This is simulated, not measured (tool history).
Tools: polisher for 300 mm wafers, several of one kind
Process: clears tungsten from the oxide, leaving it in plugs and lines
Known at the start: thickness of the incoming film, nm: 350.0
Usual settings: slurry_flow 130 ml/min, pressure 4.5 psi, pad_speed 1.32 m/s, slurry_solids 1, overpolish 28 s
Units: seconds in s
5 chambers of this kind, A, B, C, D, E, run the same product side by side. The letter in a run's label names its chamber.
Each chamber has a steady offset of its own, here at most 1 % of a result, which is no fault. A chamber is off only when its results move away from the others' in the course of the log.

run,day,slurry_flow,pressure,pad_speed,slurry_solids,overpolish,wafers polished on this pad,hours since the slurry nozzle was cleaned,hours since the head pressure was calibrated,hours since the slurry blender was calibrated,hours since the slurry got fresh peroxide,seconds
# day 0.012: chamber D: worn pad replaced by a new one
# day 0.071: chamber B: worn pad replaced by a new one
1D,0.133,130,4.5,1.32,1,28,29,482.2,117.2,76.5,85.6,41.171
2A,0.3,130,4.5,1.32,1,28,122,62.9,940.6,288.2,99.6,40.898
3E,0.512,130,4.5,1.32,1,28,809,384.4,344,366.5,46.5,41.584
4B,0.671,130,4.5,1.32,1,28,147,200.6,245.8,243,128.1,41.375
# day 0.721: chamber C: head pressure recalibrated
5C,0.862,130,4.5,1.32,1,28,530,318.1,3.4,83.9,44.4,41.665
6D,1.021,130,4.5,1.32,1,28,246,503.5,138.5,97.8,106.9,40.49
# day 1.146: chamber C: worn pad replaced by a new one
7A,1.154,130,4.5,1.32,1,28,330,83.4,961.1,308.7,120.1,41.031
# day 1.288: chamber B: slurry tank refilled with fresh slurry and peroxide
8E,1.325,95,4.5,1.32,1,19,1008,403.9,363.5,386,66,43.825
9B,1.446,95,4.5,1.32,1,19,336,219.2,264.4,261.6,3.8,44.146
# day 1.471: chamber A: slurry tank refilled with fresh slurry and peroxide
10C,1.617,95,4.5,1.32,1,19,116,336.2,21.5,102,62.5,44.368
# day 1.7: chamber A: worn pad replaced by a new one
11A,1.796,95,4.5,1.32,1,19,24,98.8,976.5,324.1,7.9,44.132
# day 1.938: chamber D: slurry tank refilled with fresh slurry and peroxide
# day 1.971: chamber B: slurry blender recalibrated
12E,1.983,95,4.5,1.32,1,19,1169,419.7,379.3,401.8,81.8,43.884
13D,2.154,130,4.5,1.32,1,28,523,530.7,165.7,125,5.3,41.214
14C,2.354,130,4.5,1.32,1,28,296,353.9,39.2,119.7,80.2,41.784
# day 2.425: chamber E: worn pad replaced by a new one
15B,2.546,155,4.5,1.72,1,28,605,245.6,290.8,13.8,30.2,31.218
# day 2.608: chamber C: slurry nozzle cleaned
# day 2.712: chamber E: slurry blender recalibrated
16D,2.742,155,4.5,1.72,1,28,667,544.8,179.8,139.1,19.4,30.69
# day 2.9: chamber E: slurry tank refilled with fresh slurry and peroxide
17C,2.917,155,4.5,1.72,1,28,433,7.4,52.7,133.2,93.7,30.506
18E,3.046,155,4.5,1.72,1,28,152,445.2,404.8,8,3.6,30.478
# day 3.108: chamber D: worn pad replaced by a new one
19A,3.212,155,4.5,1.72,1,28,370,132.8,1010.5,358.1,41.9,30.875
20B,3.325,130,4.5,1.32,1,28,795,264.3,309.5,32.5,48.9,41.664
21E,3.525,130,4.5,1.32,1,28,269,456.7,416.3,19.5,15.1,40.406
22A,3.688,130,4.5,1.32,1,28,486,144.2,1021.9,369.5,53.3,41.318
# day 3.696: chamber D: slurry blender recalibrated
# day 3.712: chamber C: worn pad replaced by a new one
# day 3.771: chamber A: worn pad replaced by a new one
# day 3.858: chamber C: slurry tank refilled with fresh slurry and peroxide
23D,3.867,130,4.5,1.32,1,28,186,571.8,206.8,4.2,46.4,41.535
24C,4.046,130,4.5,1.32,1,28,81,34.5,79.8,160.3,4.6,41.469
25B,4.233,130,4.5,1.32,1,28,1017,286.1,331.3,54.3,70.7,41.926
# day 4.283: chamber B: worn pad replaced by a new one
26E,4.45,130,4.5,1.32,1,28,495,478.9,438.5,41.7,37.3,41.531
27A,4.546,130,4.5,1.32,1,28,190,164.8,1042.5,390.1,73.9,43.196
28C,4.692,90,4.5,1.32,1,18,239,50,95.3,175.8,20.1,45.484
29B,4.871,90,4.5,1.32,1,18,143,301.4,346.6,69.6,86,44.998
30D,5.033,90,4.5,1.32,1,18,471,599.8,234.8,32.2,74.4,44.662
31E,5.204,90,4.5,1.32,1,18,679,497,456.6,59.8,55.4,45.044
32C,5.375,90,4.5,1.32,1,18,406,66.4,111.7,192.2,36.5,45.397
33A,5.508,130,4.5,1.32,1,28,425,187.9,1065.6,413.2,97,43.245
# day 5.612: chamber D: worn pad replaced by a new one
34D,5.662,130,4.5,1.32,1,28,12,614.9,249.9,47.3,89.5,40.788

All 5 chambers run these settings next. Forecast each chamber's results:
35A,5.817,130,4.5,1.32,1,28,,,,,,?
35B,5.817,130,4.5,1.32,1,28,,,,,,?
35C,5.817,130,4.5,1.32,1,28,,,,,,?
35D,5.817,130,4.5,1.32,1,28,,,,,,?
35E,5.817,130,4.5,1.32,1,28,,,,,,?

run,seconds
35A,43.722
35B,41.348
35C,41.423
35D,40.716
35E,41.704

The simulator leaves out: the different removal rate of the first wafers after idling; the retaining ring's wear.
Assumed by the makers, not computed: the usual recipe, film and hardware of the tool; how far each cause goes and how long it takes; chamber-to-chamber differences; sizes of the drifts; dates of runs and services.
